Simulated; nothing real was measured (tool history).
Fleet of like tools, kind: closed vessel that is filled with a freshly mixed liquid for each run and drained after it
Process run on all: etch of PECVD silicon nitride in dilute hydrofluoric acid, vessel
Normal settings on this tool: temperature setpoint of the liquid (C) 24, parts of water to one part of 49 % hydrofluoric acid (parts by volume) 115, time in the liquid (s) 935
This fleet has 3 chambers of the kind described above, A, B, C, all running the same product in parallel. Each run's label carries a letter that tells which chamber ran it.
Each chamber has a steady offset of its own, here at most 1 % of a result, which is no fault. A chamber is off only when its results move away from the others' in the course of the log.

run	hour	temperature setpoint of the liquid (C)	parts of water to one part of 49 % hydrofluoric acid (parts by volume)	time in the liquid (s)	hours since the thermometer was replaced	hours since the hydrofluoric acid flow meter was replaced	read-back film thickness of the PECVD silicon nitride reference wafer, read on the same gauge (nm)	thickness taken off the PECVD silicon nitride on a monitor wafer (angstrom)
1B	9	24	115	935	942.2	304.4	150.01	141.69
2A	16.1	24	115	935	904.8	1450.7	149.99	140.7
3C	21.3	24	115	935	415.6	702.3	150	140.78
4C	32.7	24	115	935	427	713.7	150.02	140.39
5B	38	24	115	935	971.2	333.4	149.97	142.91
6A	45.1	24	115	935	933.8	1479.7	150	141.76
7C	56.4	24	115	935	450.7	737.4	150.02	139.97
8A	66.4	28	65	935	955.1	1501	150.02	319.68
9B	76.8	28	65	935	1010	372.2	150.04	319.67
10A	87.3	28	65	935	976	1521.9	150.01	319.4
11C	97.6	24	115	935	491.9	778.6	149.98	137.07
# hour 99.5: chamber A: hydrofluoric acid flow meter replaced
12B	108.8	24	115	935	1042	404.2	150	140.73
13A	117	24	115	935	1005.7	17.5	149.92	140.31
14C	126	21	75	935	520.3	807	150.04	166.87
15B	134.3	21	75	935	1067.5	429.7	150.02	175.05
16C	142	21	75	935	536.3	823	149.99	166.96
17B	148.7	24	115	935	1081.9	444.1	150.03	141.63
18A	155.2	24	115	935	1043.9	55.7	149.99	139.25
19C	163.4	24	115	935	557.7	844.4	150.02	132.66
20A	171.2	24	115	935	1059.9	71.7	150.01	141.32

One chamber off, gauge drift, or nothing amiss beyond the chambers' own small offsets? If it is a chamber, which one, and what is the likeliest cause?

One chamber, C, drifts off from the rest bit by bit.
What lies behind it: liquid colder than its thermometer reads (K) = 1.03.
The log may not separate it from: hydrofluoric acid flow below the setpoint (%).

Here are 4 candidates for chamber C's next run, each the usual settings with a change, their results left as question marks. Which one brings its results back in line with what the others give on the usual settings?
In line means no further than this from the other chambers' mean on the usual settings: thickness taken off the PECVD silicon nitride on a monitor wafer (angstrom) 2.9
21C-1	179.8	24	115	1030				?
21C-2	179.8	24	115	840				?
21C-3	179.8	24	115	875				?
21C-4	179.8	24	115	995				?

The mean the other chambers reach with the usual settings: thickness taken off the PECVD silicon nitride on a monitor wafer (angstrom) 140.97
run	thickness taken off the PECVD silicon nitride on a monitor wafer (angstrom)
21C-1	145.8
21C-2	118.91
21C-3	123.86
21C-4	140.85
The answer is 21C-4, which returns the chamber to within the allowed miss of the others.
